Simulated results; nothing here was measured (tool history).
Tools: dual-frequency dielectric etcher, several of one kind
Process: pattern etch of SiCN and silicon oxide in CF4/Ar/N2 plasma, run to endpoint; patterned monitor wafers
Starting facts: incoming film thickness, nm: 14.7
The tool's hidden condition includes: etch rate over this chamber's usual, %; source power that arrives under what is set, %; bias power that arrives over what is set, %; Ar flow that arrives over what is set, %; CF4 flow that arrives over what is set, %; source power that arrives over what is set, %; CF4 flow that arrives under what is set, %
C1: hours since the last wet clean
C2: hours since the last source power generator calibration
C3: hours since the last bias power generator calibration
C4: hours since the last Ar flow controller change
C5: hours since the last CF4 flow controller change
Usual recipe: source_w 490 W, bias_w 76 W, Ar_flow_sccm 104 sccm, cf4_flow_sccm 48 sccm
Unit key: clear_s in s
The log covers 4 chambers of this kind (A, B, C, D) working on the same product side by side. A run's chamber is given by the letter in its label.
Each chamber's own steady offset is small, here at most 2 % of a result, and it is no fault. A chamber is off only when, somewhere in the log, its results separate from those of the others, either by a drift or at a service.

Run 1A, day 0.333: usual settings; C1 247.2; C2 1637.9; C3 1953.3; C4 121.3; C5 339. Result: clear_s 16.306 s.
Run 2D, day 0.542: usual settings; C1 314.7; C2 2424.6; C3 3879.2; C4 628.9; C5 2861.1. Result: clear_s 16.692 s.
Run 3B, day 0.746: usual settings; C1 178.8; C2 1653.3; C3 1434.6; C4 496.5; C5 998.3. Result: clear_s 16.628 s.
At day 0.883: chamber C: wet clean of the chamber.
Run 4C, day 1.142: usual settings; C1 6.2; C2 624.9; C3 1062.3; C4 141; C5 1763.6. Result: clear_s 16.518 s.
Run 5A, day 1.471: usual settings; C1 274.5; C2 1665.2; C3 1980.6; C4 148.6; C5 366.3. Result: clear_s 16.286 s.
Run 6C, day 1.679: usual settings; C1 19.1; C2 637.8; C3 1075.2; C4 153.9; C5 1776.5. Result: clear_s 16.482 s.
Run 7D, day 2.033: usual settings; C1 350.5; C2 2460.4; C3 3915; C4 664.7; C5 2896.9. Result: clear_s 16.691 s.
Run 8B, day 2.404: usual settings; C1 218.6; C2 1693.1; C3 1474.4; C4 536.3; C5 1038.1. Result: clear_s 16.508 s.
Run 9C, day 2.629: usual settings; C1 41.9; C2 660.6; C3 1098; C4 176.7; C5 1799.3. Result: clear_s 16.446 s.
Run 10D, day 2.846: usual settings; C1 370; C2 2479.9; C3 3934.5; C4 684.2; C5 2916.4. Result: clear_s 16.561 s.
Run 11B, day 3.108: usual settings; C1 235.5; C2 1710; C3 1491.3; C4 553.2; C5 1055. Result: clear_s 16.492 s.
Run 12A, day 3.388: usual settings; C1 320.5; C2 1711.2; C3 2026.6; C4 194.6; C5 412.3. Result: clear_s 16.306 s.
Run 13C, day 3.725: usual settings; C1 68.2; C2 686.9; C3 1124.3; C4 203; C5 1825.6. Result: clear_s 16.494 s.
Run 14D, day 3.942: usual settings; C1 396.3; C2 2506.2; C3 3960.8; C4 710.5; C5 2942.7. Result: clear_s 16.667 s.
Run 15B, day 4.3: usual settings; C1 264.1; C2 1738.6; C3 1519.9; C4 581.8; C5 1083.6. Result: clear_s 16.461 s.
Run 16A, day 4.517: usual settings; C1 347.6; C2 1738.3; C3 2053.7; C4 221.7; C5 439.4. Result: clear_s 16.553 s.
Run 17D, day 4.688: usual settings; C1 414.2; C2 2524.1; C3 3978.7; C4 728.4; C5 2960.6. Result: clear_s 16.617 s.
At day 4.858: chamber A: wet clean of the chamber.
Run 18C, day 5.029: usual settings; C1 99.5; C2 718.2; C3 1155.6; C4 234.3; C5 1856.9. Result: clear_s 16.491 s.
At day 5.321: chamber D: wet clean of the chamber.
Run 19B, day 5.412: usual settings; C1 290.8; C2 1765.3; C3 1546.6; C4 608.5; C5 1110.3. Result: clear_s 16.566 s.
Run 20A, day 5.783: usual settings but bias_w 82 W; C1 22.3; C2 1768.7; C3 2084.1; C4 252.1; C5 469.8. Result: clear_s 16.148 s.
Run 21D, day 6.025: usual settings but bias_w 82 W; C1 16.9; C2 2556.2; C3 4010.8; C4 760.5; C5 2992.7. Result: clear_s 16.166 s.
Run 22A, day 6.333: usual settings but bias_w 82 W; C1 35.5; C2 1781.9; C3 2097.3; C4 265.3; C5 483. Result: clear_s 16.129 s.
Run 23C, day 6.517: usual settings but bias_w 82 W; C1 135.2; C2 753.9; C3 1191.3; C4 270; C5 1892.6. Result: clear_s 16.082 s.
Run 24B, day 6.854: usual settings; C1 325.4; C2 1799.9; C3 1581.2; C4 643.1; C5 1144.9. Result: clear_s 16.531 s.
At day 6.992: chamber D: source power generator calibrated.
Run 25C, day 7.133: usual settings; C1 150; C2 768.7; C3 1206.1; C4 284.8; C5 1907.4. Result: clear_s 16.557 s.
Run 26A, day 7.467: usual settings; C1 62.7; C2 1809.1; C3 2124.5; C4 292.5; C5 510.2. Result: clear_s 16.663 s.
Run 27D, day 7.771: usual settings but Ar_flow_sccm 116 sccm, cf4_flow_sccm 39 sccm; C1 58.8; C2 18.8; C3 4052.7; C4 802.4; C5 3034.6. Result: clear_s 17.64 s.
Run 28B, day 8.025: usual settings but Ar_flow_sccm 116 sccm, cf4_flow_sccm 39 sccm; C1 353.5; C2 1828; C3 1609.3; C4 671.2; C5 1173. Result: clear_s 17.365 s.
Run 29A, day 8.396: usual settings but Ar_flow_sccm 116 sccm, cf4_flow_sccm 39 sccm; C1 85; C2 1831.4; C3 2146.8; C4 314.8; C5 532.5. Result: clear_s 17.604 s.
Run 30D, day 8.575: usual settings but Ar_flow_sccm 116 sccm, cf4_flow_sccm 39 sccm; C1 78.1; C2 38.1; C3 4072; C4 821.7; C5 3053.9. Result: clear_s 17.581 s.
Run 31C, day 8.808: usual settings but bias_w 62 W, Ar_flow_sccm 127 sccm; C1 190.2; C2 808.9; C3 1246.3; C4 325; C5 1947.6. Result: clear_s 18.452 s.
Run 32B, day 9.05: usual settings but bias_w 62 W, Ar_flow_sccm 127 sccm; C1 378.1; C2 1852.6; C3 1633.9; C4 695.8; C5 1197.6. Result: clear_s 18.457 s.
Run 33B, day 9.283: usual settings but bias_w 62 W, Ar_flow_sccm 127 sccm; C1 383.7; C2 1858.2; C3 1639.5; C4 701.4; C5 1203.2. Result: clear_s 18.411 s.
Run 34D, day 9.621: usual settings but bias_w 62 W, Ar_flow_sccm 127 sccm; C1 103.2; C2 63.2; C3 4097.1; C4 846.8; C5 3079. Result: clear_s 18.635 s.
Run 35A, day 9.817: usual settings; C1 119.1; C2 1865.5; C3 2180.9; C4 348.9; C5 566.6. Result: clear_s 16.903 s.
Run 36C, day 10.158: usual settings but Ar_flow_sccm 123 sccm, cf4_flow_sccm 53 sccm; C1 222.6; C2 841.3; C3 1278.7; C4 357.4; C5 1980. Result: clear_s 16.659 s.
Run 37B, day 10.525: usual settings but Ar_flow_sccm 123 sccm, cf4_flow_sccm 53 sccm; C1 413.5; C2 1888; C3 1669.3; C4 731.2; C5 1233. Result: clear_s 16.784 s.
Run 38A, day 10.746: usual settings but Ar_flow_sccm 123 sccm, cf4_flow_sccm 53 sccm; C1 141.4; C2 1887.8; C3 2203.2; C4 371.2; C5 588.9. Result: clear_s 17.239 s.
Run 39D, day 11.004: usual settings but Ar_flow_sccm 123 sccm, cf4_flow_sccm 53 sccm; C1 136.4; C2 96.4; C3 4130.3; C4 880; C5 3112.2. Result: clear_s 16.71 s.
Run 40C, day 11.379: usual settings; C1 251.9; C2 870.6; C3 1308; C4 386.7; C5 2009.3. Result: clear_s 16.478 s.
Run 41A, day 11.567: usual settings; C1 161.1; C2 1907.5; C3 2222.9; C4 390.9; C5 608.6. Result: clear_s 16.977 s.

Does one chamber stand apart from the rest, does the shared gauge drift, or is all well apart from small per-chamber offsets? Give the chamber and the most likely cause, where there is one.

One chamber, A, drifts off from the rest bit by bit.
Cause: source power that arrives under what is set, % = 4.79.

Below are 4 candidate recipes for chamber A's next run, each the usual settings with a change, their results shown as question marks. Which of them brings A's results back in line with what the other chambers give on the usual settings?
In line here means within this much of the mean the other chambers give on the usual settings: clear_s 0.2 s
Run 42A-1, day 11.85: usual settings but source_w 500 W, bias_w 77 W, Ar_flow_sccm 103 sccm. Result: clear_s ?.
Run 42A-2, day 11.85: usual settings but bias_w 85 W, cf4_flow_sccm 51 sccm. Result: clear_s ?.
Run 42A-3, day 11.85: usual settings but source_w 460 W, Ar_flow_sccm 105 sccm. Result: clear_s ?.
Run 42A-4, day 11.85: usual settings but Ar_flow_sccm 122 sccm. Result: clear_s ?.

The other chambers' mean on the usual settings: clear_s 16.548 s
  run  clear_s
42A-1   16.614
42A-2   16.171
42A-3   18.006
42A-4   17.462
42A-1 is the one that brings the chamber's results back in line with the other chambers.
